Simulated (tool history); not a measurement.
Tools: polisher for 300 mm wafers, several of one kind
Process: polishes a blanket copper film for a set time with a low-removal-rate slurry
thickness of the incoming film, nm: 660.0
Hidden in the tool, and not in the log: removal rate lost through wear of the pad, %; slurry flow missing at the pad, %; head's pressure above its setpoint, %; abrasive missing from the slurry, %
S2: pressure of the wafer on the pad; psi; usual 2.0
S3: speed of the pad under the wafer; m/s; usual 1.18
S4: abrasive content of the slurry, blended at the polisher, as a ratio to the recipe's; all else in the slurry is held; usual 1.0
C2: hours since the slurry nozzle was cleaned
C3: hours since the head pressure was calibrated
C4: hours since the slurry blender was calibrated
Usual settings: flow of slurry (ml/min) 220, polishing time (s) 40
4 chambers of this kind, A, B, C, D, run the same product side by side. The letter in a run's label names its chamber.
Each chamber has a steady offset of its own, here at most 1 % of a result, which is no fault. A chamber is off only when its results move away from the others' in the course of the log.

Run 1A, hour 7.5: usual settings; wafers polished on this pad 372; C2 115.1; C3 627.4; C4 106.4. Result: film removed (angstrom) 881.78.
Run 2C, hour 13.0: usual settings; wafers polished on this pad 592; C2 472.2; C3 1158.8; C4 362.7. Result: film removed (angstrom) 897.24.
At hour 19.6: chamber C: worn pad replaced by a new one.
Run 3B, hour 20.3: usual settings; wafers polished on this pad 1140; C2 507.2; C3 252.2; C4 269.2. Result: film removed (angstrom) 893.65.
Run 4D, hour 27.0: usual settings; wafers polished on this pad 790; C2 124.2; C3 73.3; C4 195.9. Result: film removed (angstrom) 906.47.
At hour 27.8: chamber D: worn pad replaced by a new one.
At hour 35.1: chamber B: worn pad replaced by a new one.
Run 5C, hour 36.2: usual settings; wafers polished on this pad 214; C2 495.4; C3 1182.0; C4 385.9. Result: film removed (angstrom) 898.47.
At hour 43.9: chamber A: slurry blender recalibrated.
Run 6A, hour 47.3: usual settings; wafers polished on this pad 886; C2 154.9; C3 667.2; C4 3.5. Result: film removed (angstrom) 861.08.
Run 7B, hour 53.9: usual settings; wafers polished on this pad 243; C2 540.8; C3 285.8; C4 302.8. Result: film removed (angstrom) 889.14.
Run 8D, hour 60.9: usual settings; wafers polished on this pad 428; C2 158.1; C3 107.2; C4 229.8. Result: film removed (angstrom) 901.79.
Run 9C, hour 67.1: usual settings; wafers polished on this pad 614; C2 526.3; C3 1212.9; C4 416.8. Result: film removed (angstrom) 899.34.
At hour 72.4: chamber C: slurry blender recalibrated.
At hour 75.9: chamber A: worn pad replaced by a new one.
Run 10A, hour 76.5: usual settings; wafers polished on this pad 7; C2 184.1; C3 696.4; C4 32.7. Result: film removed (angstrom) 883.55.
At hour 79.3: chamber C: worn pad replaced by a new one.
At hour 81.1: chamber C: slurry nozzle cleaned.
Run 11B, hour 82.6: usual settings; wafers polished on this pad 614; C2 569.5; C3 314.5; C4 331.5. Result: film removed (angstrom) 905.98.
At hour 88.3: chamber D: worn pad replaced by a new one.
Run 12D, hour 89.7: usual settings; wafers polished on this pad 18; C2 186.9; C3 136.0; C4 258.6. Result: film removed (angstrom) 901.46.
At hour 94.2: chamber B: slurry blender recalibrated.
Run 13B, hour 97.3: usual settings; wafers polished on this pad 804; C2 584.2; C3 329.2; C4 3.2. Result: film removed (angstrom) 895.82.
Run 14D, hour 103.8: usual settings; wafers polished on this pad 200; C2 201.0; C3 150.1; C4 272.7. Result: film removed (angstrom) 903.52.
At hour 108.5: chamber B: slurry nozzle cleaned.
Run 15C, hour 110.9: usual settings; wafers polished on this pad 409; C2 29.9; C3 1256.7; C4 38.5. Result: film removed (angstrom) 904.70.
Run 16A, hour 121.0: usual settings; wafers polished on this pad 583; C2 228.6; C3 740.9; C4 77.2. Result: film removed (angstrom) 877.33.
At hour 123.4: chamber C: head pressure recalibrated.
Run 17B, hour 129.8: usual settings; wafers polished on this pad 1224; C2 21.4; C3 361.7; C4 35.7. Result: film removed (angstrom) 889.70.
Run 18A, hour 135.6: usual settings; wafers polished on this pad 771; C2 243.2; C3 755.5; C4 91.8. Result: film removed (angstrom) 895.39.
At hour 139.2: chamber C: worn pad replaced by a new one.
Run 19C, hour 147.2: usual settings; wafers polished on this pad 104; C2 66.2; C3 23.8; C4 74.8. Result: film removed (angstrom) 881.83.
At hour 149.2: chamber B: worn pad replaced by a new one.
At hour 150.5: chamber D: worn pad replaced by a new one.
Run 20D, hour 153.6: usual settings; wafers polished on this pad 41; C2 250.8; C3 199.9; C4 322.5. Result: film removed (angstrom) 886.73.
Run 21D, hour 160.3: usual settings but S2 2.6 psi, S4 1.3; wafers polished on this pad 127; C2 257.5; C3 206.6; C4 329.2. Result: film removed (angstrom) 1251.90.
Run 22B, hour 167.8: usual settings but S2 2.6 psi, S4 1.3; wafers polished on this pad 240; C2 59.4; C3 399.7; C4 73.7. Result: film removed (angstrom) 1244.30.
At hour 172.4: chamber A: worn pad replaced by a new one.
Run 23A, hour 175.1: usual settings but S2 2.6 psi, S4 1.3; wafers polished on this pad 35; C2 282.7; C3 795.0; C4 131.3. Result: film removed (angstrom) 1203.90.
Run 24C, hour 185.9: usual settings but S2 2.6 psi, S4 1.3; wafers polished on this pad 604; C2 104.9; C3 62.5; C4 113.5. Result: film removed (angstrom) 1208.30.
At hour 189.9: chamber A: slurry blender recalibrated.
Run 25D, hour 193.6: usual settings; wafers polished on this pad 558; C2 290.8; C3 239.9; C4 362.5. Result: film removed (angstrom) 901.01.
Run 26C, hour 203.6: usual settings; wafers polished on this pad 833; C2 122.6; C3 80.2; C4 131.2. Result: film removed (angstrom) 896.22.
At hour 207.0: chamber C: worn pad replaced by a new one.
Run 27A, hour 211.1: usual settings; wafers polished on this pad 500; C2 318.7; C3 831.0; C4 21.3. Result: film removed (angstrom) 868.64.
Run 28B, hour 220.7: usual settings; wafers polished on this pad 924; C2 112.3; C3 452.6; C4 126.6. Result: film removed (angstrom) 915.24.
Run 29C, hour 226.6: usual settings; wafers polished on this pad 253; C2 145.6; C3 103.2; C4 154.2. Result: film removed (angstrom) 893.31.

All 4 chambers run these settings next. Forecast each chamber's results:
Run 30A, hour 235.1: usual settings. Result: film removed (angstrom) ?.
Run 30B, hour 235.1: usual settings. Result: film removed (angstrom) ?.
Run 30C, hour 235.1: usual settings. Result: film removed (angstrom) ?.
Run 30D, hour 235.1: usual settings. Result: film removed (angstrom) ?.

run  film removed (angstrom)
30A                   890.52
30B                   898.25
30C                   893.36
30D                   886.86

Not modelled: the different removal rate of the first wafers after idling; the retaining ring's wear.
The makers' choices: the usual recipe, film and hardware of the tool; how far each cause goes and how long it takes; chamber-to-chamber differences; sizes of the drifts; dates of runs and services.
